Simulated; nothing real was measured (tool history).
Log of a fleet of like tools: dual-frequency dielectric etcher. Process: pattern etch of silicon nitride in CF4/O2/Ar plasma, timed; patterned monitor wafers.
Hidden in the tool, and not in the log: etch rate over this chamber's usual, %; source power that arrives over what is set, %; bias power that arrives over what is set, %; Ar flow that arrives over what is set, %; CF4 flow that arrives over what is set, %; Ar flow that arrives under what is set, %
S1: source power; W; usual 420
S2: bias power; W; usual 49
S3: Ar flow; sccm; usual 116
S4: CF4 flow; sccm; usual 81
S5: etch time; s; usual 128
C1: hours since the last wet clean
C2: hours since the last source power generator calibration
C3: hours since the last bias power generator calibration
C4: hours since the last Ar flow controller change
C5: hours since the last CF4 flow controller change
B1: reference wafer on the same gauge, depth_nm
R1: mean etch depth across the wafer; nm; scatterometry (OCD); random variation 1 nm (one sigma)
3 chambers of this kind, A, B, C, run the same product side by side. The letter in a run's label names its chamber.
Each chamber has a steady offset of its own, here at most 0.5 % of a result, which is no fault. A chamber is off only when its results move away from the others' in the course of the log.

| run | day | S1 | S2 | S3 | S4 | S5 | C1 | C2 | C3 | C4 | C5 | B1 | R1 |
|---|---|---|---|---|---|---|---|---|---|---|---|---|---|
| 1B | 0.288 | 420 | 49 | 116 | 81 | 128 | 42.1 | 504.3 | 504.3 | 3023.5 | 1429.0 | 235.08 | 198.71 |
| 2A | 0.525 | 420 | 49 | 116 | 81 | 128 | 64.5 | 1654.4 | 1892.9 | 101.5 | 3266.4 | 235.10 | 200.96 |
| 3C | 0.775 | 420 | 49 | 116 | 81 | 128 | 104.7 | 2389.0 | 4013.5 | 2573.8 | 543.1 | 235.26 | 196.82 |
| 4A | 1.246 | 420 | 49 | 116 | 81 | 128 | 81.8 | 1671.7 | 1910.2 | 118.8 | 3283.7 | 235.18 | 198.42 |
| 5C | 1.638 | 420 | 49 | 116 | 81 | 128 | 125.4 | 2409.7 | 4034.2 | 2594.5 | 563.8 | 234.98 | 197.11 |
| 6B | 2.012 | 420 | 49 | 116 | 81 | 128 | 83.5 | 545.7 | 545.7 | 3064.9 | 1470.4 | 234.93 | 197.21 |
| 7C | 2.488 | 420 | 49 | 116 | 81 | 128 | 145.8 | 2430.1 | 4054.6 | 2614.9 | 584.2 | 235.25 | 195.26 |
| 8B | 2.896 | 420 | 49 | 116 | 81 | 128 | 104.7 | 566.9 | 566.9 | 3086.1 | 1491.6 | 235.01 | 197.94 |
| 9A | 3.408 | 420 | 49 | 116 | 81 | 128 | 133.7 | 1723.6 | 1962.1 | 170.7 | 3335.6 | 234.87 | 199.24 |
| 10C | 3.854 | 420 | 49 | 116 | 81 | 128 | 178.6 | 2462.9 | 4087.4 | 2647.7 | 617.0 | 235.08 | 198.77 |
| 11A | 4.117 | 420 | 49 | 116 | 81 | 128 | 150.7 | 1740.6 | 1979.1 | 187.7 | 3352.6 | 234.74 | 199.58 |
| 12B | 4.621 | 420 | 49 | 116 | 81 | 128 | 146.1 | 608.3 | 608.3 | 3127.5 | 1533.0 | 235.15 | 195.02 |
| 13A | 4.962 | 420 | 49 | 116 | 81 | 128 | 171.0 | 1760.9 | 1999.4 | 208.0 | 3372.9 | 234.60 | 199.51 |
|  | 5.075 | chamber C: bias power generator calibrated |
| 14B | 5.383 | 420 | 49 | 116 | 81 | 128 | 164.4 | 626.6 | 626.6 | 3145.8 | 1551.3 | 235.09 | 196.15 |
| 15C | 5.762 | 420 | 49 | 116 | 69 | 128 | 224.4 | 2508.7 | 16.5 | 2693.5 | 662.8 | 235.22 | 193.25 |
| 16A | 6.117 | 420 | 49 | 116 | 69 | 128 | 198.7 | 1788.6 | 2027.1 | 235.7 | 3400.6 | 235.07 | 193.86 |
| 17B | 6.421 | 420 | 49 | 116 | 69 | 128 | 189.3 | 651.5 | 651.5 | 3170.7 | 1576.2 | 235.08 | 192.76 |
| 18C | 6.662 | 460 | 44 | 116 | 81 | 128 | 246.0 | 2530.3 | 38.1 | 2715.1 | 684.4 | 235.04 | 207.49 |
| 19B | 7.158 | 460 | 44 | 116 | 81 | 128 | 207.0 | 669.2 | 669.2 | 3188.4 | 1593.9 | 235.19 | 207.85 |
| 20A | 7.408 | 460 | 44 | 116 | 81 | 128 | 229.7 | 1819.6 | 2058.1 | 266.7 | 3431.6 | 235.12 | 209.13 |
| 21C | 7.783 | 420 | 49 | 116 | 81 | 128 | 272.9 | 2557.2 | 65.0 | 2742.0 | 711.3 | 235.22 | 199.62 |
| 22C | 8.062 | 420 | 49 | 116 | 81 | 128 | 279.6 | 2563.9 | 71.7 | 2748.7 | 718.0 | 235.21 | 200.06 |
| 23A | 8.542 | 420 | 49 | 116 | 81 | 128 | 256.9 | 1846.8 | 2085.3 | 293.9 | 3458.8 | 234.81 | 197.98 |
|  | 8.658 | chamber B: Ar flow controller replaced |
| 24B | 9.004 | 420 | 49 | 116 | 81 | 128 | 251.3 | 713.5 | 713.5 | 8.4 | 1638.2 | 235.08 | 197.94 |
| 25A | 9.412 | 420 | 49 | 116 | 81 | 128 | 277.8 | 1867.7 | 2106.2 | 314.8 | 3479.7 | 235.08 | 198.82 |
| 26C | 9.758 | 420 | 45 | 116 | 69 | 128 | 320.3 | 2604.6 | 112.4 | 2789.4 | 758.7 | 234.67 | 190.82 |
| 27B | 10.183 | 420 | 45 | 116 | 69 | 128 | 279.6 | 741.8 | 741.8 | 36.7 | 1666.5 | 235.03 | 187.26 |
| 28B | 10.696 | 420 | 45 | 116 | 69 | 128 | 291.9 | 754.1 | 754.1 | 49.0 | 1678.8 | 235.08 | 187.25 |
| 29C | 11.150 | 420 | 49 | 116 | 81 | 128 | 353.7 | 2638.0 | 145.8 | 2822.8 | 792.1 | 234.62 | 203.80 |
| 30A | 11.612 | 420 | 49 | 116 | 81 | 128 | 330.6 | 1920.5 | 2159.0 | 367.6 | 3532.5 | 234.86 | 197.81 |
|  | 11.900 | chamber A: wet clean of the chamber |
| 31A | 11.908 | 420 | 49 | 116 | 81 | 128 | 0.2 | 1927.6 | 2166.1 | 374.7 | 3539.6 | 235.07 | 200.57 |
| 32C | 12.350 | 420 | 49 | 116 | 81 | 128 | 382.5 | 2666.8 | 174.6 | 2851.6 | 820.9 | 235.02 | 206.56 |
|  | 12.658 | chamber B: wet clean of the chamber |
| 33B | 12.729 | 420 | 45 | 106 | 81 | 128 | 1.7 | 802.9 | 802.9 | 97.8 | 1727.6 | 235.22 | 193.65 |
| 34C | 12.975 | 420 | 45 | 106 | 81 | 128 | 397.5 | 2681.8 | 189.6 | 2866.6 | 835.9 | 235.03 | 202.60 |
| 35B | 13.454 | 420 | 45 | 106 | 81 | 128 | 19.1 | 820.3 | 820.3 | 115.2 | 1745.0 | 235.06 | 193.32 |
| 36A | 13.825 | 420 | 49 | 106 | 81 | 128 | 46.2 | 1973.6 | 2212.1 | 420.7 | 3585.6 | 234.91 | 201.92 |
| 37A | 14.246 | 420 | 49 | 106 | 81 | 128 | 56.3 | 1983.7 | 2222.2 | 430.8 | 3595.7 | 234.87 | 203.54 |

Next, every chamber runs the same settings. What will each give?
| 38A | 14.633 | 420 | 49 | 116 | 81 | 128 |  |  |  |  |  |  | ? |
| 38B | 14.633 | 420 | 49 | 116 | 81 | 128 |  |  |  |  |  |  | ? |
| 38C | 14.633 | 420 | 49 | 116 | 81 | 128 |  |  |  |  |  |  | ? |

| run | R1 |
|---|---|
| 38A | 199.00 |
| 38B | 196.40 |
| 38C | 206.85 |
